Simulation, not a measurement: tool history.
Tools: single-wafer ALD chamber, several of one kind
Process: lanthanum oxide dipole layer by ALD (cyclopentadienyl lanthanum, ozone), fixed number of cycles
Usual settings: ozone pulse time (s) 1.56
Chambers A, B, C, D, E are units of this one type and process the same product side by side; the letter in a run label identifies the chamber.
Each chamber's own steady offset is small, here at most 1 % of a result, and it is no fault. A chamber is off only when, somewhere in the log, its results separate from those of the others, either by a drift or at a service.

| run | hour | ozone pulse time (s) | hours since the last thermocouple change | hours since the last ozone generator service | read-back reference wafer on the same gauge, thickness_nm | mean film thickness on the monitor wafer (nm) |
|---|---|---|---|---|---|---|
| 1D | 12.6 | 1.56 | 2054.8 | 1459.2 | 0.65942 | 0.55252 |
|  | 18 | chamber D: ozone generator serviced |
| 2C | 22.1 | 1.56 | 1820 | 84 | 0.65913 | 0.54804 |
| 3A | 29.6 | 1.56 | 1851.4 | 277.5 | 0.65944 | 0.54928 |
| 4B | 45.3 | 1.56 | 714.6 | 376.3 | 0.66026 | 0.5488 |
| 5E | 59.4 | 1.56 | 526.2 | 1126.7 | 0.65936 | 0.55252 |
| 6D | 68.7 | 1.56 | 2110.9 | 50.7 | 0.66021 | 0.5543 |
| 7C | 83.4 | 1.56 | 1881.3 | 145.3 | 0.65957 | 0.55282 |
| 8E | 95.7 | 1.56 | 562.5 | 1163 | 0.65943 | 0.5541 |
| 9A | 110.1 | 1.56 | 1931.9 | 358 | 0.6593 | 0.55246 |
| 10B | 119 | 1.56 | 788.3 | 450 | 0.65968 | 0.55168 |
| 11A | 130.6 | 1.56 | 1952.4 | 378.5 | 0.66007 | 0.55231 |
| 12C | 145.6 | 1.56 | 1943.5 | 207.5 | 0.66022 | 0.54921 |
| 13B | 159.2 | 1.56 | 828.5 | 490.2 | 0.66037 | 0.55073 |
| 14E | 170 | 1.56 | 636.8 | 1237.3 | 0.66023 | 0.55425 |
| 15D | 177.9 | 1.56 | 2220.1 | 159.9 | 0.65975 | 0.55118 |
| 16B | 189.5 | 1.56 | 858.8 | 520.5 | 0.66011 | 0.54485 |
| 17D | 204.6 | 1.56 | 2246.8 | 186.6 | 0.66033 | 0.55323 |
| 18C | 212.9 | 1.56 | 2010.8 | 274.8 | 0.66007 | 0.5519 |
|  | 219.2 | chamber A: ozone generator serviced |
| 19E | 227.2 | 1.56 | 694 | 1294.5 | 0.65935 | 0.5546 |
| 20A | 239.8 | 1.56 | 2061.6 | 20.6 | 0.65994 | 0.55191 |
|  | 248.2 | chamber A: thermocouple changed; heater temperature recalibrated |
| 21A | 249.6 | 1.56 | 1.4 | 30.4 | 0.6604 | 0.54848 |
| 22E | 257.5 | 1.56 | 724.3 | 1324.8 | 0.65955 | 0.5526 |
| 23C | 265.4 | 1.56 | 2063.3 | 327.3 | 0.66055 | 0.55017 |
| 24D | 280.5 | 1.56 | 2322.7 | 262.5 | 0.66026 | 0.55325 |
| 25B | 296.5 | 1.56 | 965.8 | 627.5 | 0.66034 | 0.5447 |
| 26C | 305.3 | 1.56 | 2103.2 | 367.2 | 0.65989 | 0.5485 |
| 27B | 318.9 | 1.56 | 988.2 | 649.9 | 0.66017 | 0.55033 |
| 28A | 326.7 | 1.3 | 78.5 | 107.5 | 0.66012 | 0.53558 |
| 29E | 333.8 | 1.3 | 800.6 | 1401.1 | 0.65995 | 0.53672 |
| 30D | 341.6 | 1.3 | 2383.8 | 323.6 | 0.66072 | 0.53398 |
| 31A | 356.7 | 1.3 | 108.5 | 137.5 | 0.66003 | 0.53184 |
| 32C | 370 | 1.3 | 2167.9 | 431.9 | 0.65993 | 0.53237 |
| 33D | 381.2 | 1.56 | 2423.4 | 363.2 | 0.66026 | 0.55392 |
| 34B | 393.5 | 1.56 | 1062.8 | 724.5 | 0.66039 | 0.54306 |
| 35E | 408.5 | 1.56 | 875.3 | 1475.8 | 0.66047 | 0.55151 |
| 36E | 422.5 | 1.56 | 889.3 | 1489.8 | 0.65955 | 0.54811 |
| 37D | 434.8 | 1.56 | 2477 | 416.8 | 0.65947 | 0.55122 |
| 38C | 450.8 | 1.56 | 2248.7 | 512.7 | 0.66005 | 0.55254 |
| 39A | 464.9 | 1.56 | 216.7 | 245.7 | 0.66025 | 0.55381 |

The same settings go to every chamber for the next run, one line per chamber below. Forecast the results for each:
| 40A | 476.7 | 1.56 |  |  |  | ? |
| 40B | 476.7 | 1.56 |  |  |  | ? |
| 40C | 476.7 | 1.56 |  |  |  | ? |
| 40D | 476.7 | 1.56 |  |  |  | ? |
| 40E | 476.7 | 1.56 |  |  |  | ? |

| run | mean film thickness on the monitor wafer (nm) |
|---|---|
| 40A | 0.54958 |
| 40B | 0.54264 |
| 40C | 0.55025 |
| 40D | 0.5511 |
| 40E | 0.55478 |
